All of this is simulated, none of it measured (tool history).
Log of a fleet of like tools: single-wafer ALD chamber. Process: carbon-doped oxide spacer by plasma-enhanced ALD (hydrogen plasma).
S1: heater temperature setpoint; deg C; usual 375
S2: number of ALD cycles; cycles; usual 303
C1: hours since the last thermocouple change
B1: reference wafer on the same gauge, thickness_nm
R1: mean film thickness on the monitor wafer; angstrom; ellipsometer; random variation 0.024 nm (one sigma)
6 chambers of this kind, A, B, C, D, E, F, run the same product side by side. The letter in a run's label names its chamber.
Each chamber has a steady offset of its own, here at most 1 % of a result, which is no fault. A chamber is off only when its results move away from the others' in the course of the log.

Run 1F, hour 8.9: usual settings; C1 216.6; B1 13.906. Result: R1 151.67 angstrom.
Run 2D, hour 14.9: usual settings; C1 674.4; B1 13.904. Result: R1 151.32 angstrom.
Run 3E, hour 22.0: usual settings; C1 979.6; B1 13.897. Result: R1 150.73 angstrom.
Run 4B, hour 30.8: usual settings; C1 367.8; B1 13.906. Result: R1 152.17 angstrom.
Run 5A, hour 44.1: usual settings; C1 153.8; B1 13.914. Result: R1 152.03 angstrom.
Run 6C, hour 53.1: usual settings; C1 1158.9; B1 13.910. Result: R1 151.32 angstrom.
At hour 59.6: chamber C: thermocouple changed; heater temperature recalibrated.
Run 7F, hour 62.4: usual settings; C1 270.1; B1 13.913. Result: R1 151.42 angstrom.
Run 8A, hour 69.0: usual settings; C1 178.7; B1 13.908. Result: R1 152.03 angstrom.
Run 9B, hour 79.2: usual settings; C1 416.2; B1 13.917. Result: R1 151.76 angstrom.
Run 10D, hour 90.9: usual settings; C1 750.4; B1 13.919. Result: R1 151.78 angstrom.
Run 11C, hour 100.7: usual settings but S1 384 deg C; C1 41.2; B1 13.920. Result: R1 151.91 angstrom.
Run 12E, hour 110.7: usual settings but S1 384 deg C; C1 1068.3; B1 13.926. Result: R1 150.71 angstrom.
Run 13D, hour 118.3: usual settings but S1 384 deg C; C1 777.8; B1 13.932. Result: R1 151.93 angstrom.
Run 14F, hour 129.9: usual settings but S1 384 deg C; C1 337.6; B1 13.924. Result: R1 152.18 angstrom.
Run 15E, hour 142.5: usual settings but S1 384 deg C; C1 1100.1; B1 13.927. Result: R1 151.35 angstrom.
Run 16C, hour 150.2: usual settings but S1 384 deg C; C1 90.7; B1 13.928. Result: R1 151.72 angstrom.
Run 17B, hour 161.9: usual settings; C1 498.9; B1 13.927. Result: R1 152.54 angstrom.
Run 18A, hour 173.6: usual settings; C1 283.3; B1 13.934. Result: R1 152.22 angstrom.
Run 19B, hour 186.2: usual settings; C1 523.2; B1 13.935. Result: R1 152.39 angstrom.
Run 20F, hour 192.4: usual settings; C1 400.1; B1 13.944. Result: R1 152.08 angstrom.
Run 21A, hour 205.0: usual settings; C1 314.7; B1 13.943. Result: R1 152.18 angstrom.
Run 22D, hour 213.2: usual settings; C1 872.7; B1 13.946. Result: R1 151.89 angstrom.
Run 23C, hour 223.5: usual settings; C1 164.0; B1 13.947. Result: R1 151.80 angstrom.
Run 24E, hour 231.8: usual settings; C1 1189.4; B1 13.951. Result: R1 151.42 angstrom.
Run 25F, hour 240.9: usual settings; C1 448.6; B1 13.951. Result: R1 152.35 angstrom.
Run 26E, hour 253.9: usual settings; C1 1211.5; B1 13.958. Result: R1 151.10 angstrom.
Run 27B, hour 265.9: usual settings; C1 602.9; B1 13.956. Result: R1 152.96 angstrom.
Run 28D, hour 276.4: usual settings; C1 935.9; B1 13.961. Result: R1 152.28 angstrom.
Run 29A, hour 284.2: usual settings but S1 383 deg C; C1 393.9; B1 13.959. Result: R1 152.62 angstrom.
Run 30C, hour 292.7: usual settings but S1 383 deg C; C1 233.2; B1 13.958. Result: R1 152.13 angstrom.
Run 31C, hour 299.9: usual settings but S1 383 deg C; C1 240.4; B1 13.958. Result: R1 152.16 angstrom.
Run 32F, hour 306.8: usual settings but S1 383 deg C; C1 514.5; B1 13.959. Result: R1 152.35 angstrom.
Run 33E, hour 314.9: usual settings but S1 383 deg C; C1 1272.5; B1 13.972. Result: R1 151.40 angstrom.
At hour 324.0: chamber E: thermocouple changed; heater temperature recalibrated.
Run 34A, hour 326.5: usual settings but S1 383 deg C; C1 436.2; B1 13.963. Result: R1 152.42 angstrom.
Run 35B, hour 336.1: usual settings; C1 673.1; B1 13.969. Result: R1 152.59 angstrom.
Run 36D, hour 342.4: usual settings; C1 1001.9; B1 13.971. Result: R1 151.84 angstrom.
Run 37D, hour 356.0: usual settings but S2 273 cycles; C1 1015.5; B1 13.969. Result: R1 137.01 angstrom.
Run 38C, hour 364.9: usual settings but S2 273 cycles; C1 305.4; B1 13.975. Result: R1 136.84 angstrom.
Run 39E, hour 375.1: usual settings but S2 273 cycles; C1 51.1; B1 13.975. Result: R1 136.62 angstrom.
Run 40B, hour 383.8: usual settings but S2 273 cycles; C1 720.8; B1 13.980. Result: R1 137.24 angstrom.
Run 41F, hour 392.0: usual settings but S2 273 cycles; C1 599.7; B1 13.975. Result: R1 137.82 angstrom.
Run 42A, hour 401.9: usual settings but S2 273 cycles; C1 511.6; B1 13.983. Result: R1 137.77 angstrom.
Run 43D, hour 413.8: usual settings; C1 1073.3; B1 13.982. Result: R1 152.12 angstrom.
Run 44B, hour 426.7: usual settings; C1 763.7; B1 13.991. Result: R1 152.87 angstrom.

Next, every chamber runs the same settings. What will each give?
Run 45A, hour 436.5: usual settings. Result: R1 ?.
Run 45B, hour 436.5: usual settings. Result: R1 ?.
Run 45C, hour 436.5: usual settings. Result: R1 ?.
Run 45D, hour 436.5: usual settings. Result: R1 ?.
Run 45E, hour 436.5: usual settings. Result: R1 ?.
Run 45F, hour 436.5: usual settings. Result: R1 ?.

run      R1
45A  152.99
45B  152.94
45C  152.52
45D  152.02
45E  151.61
45F  152.57
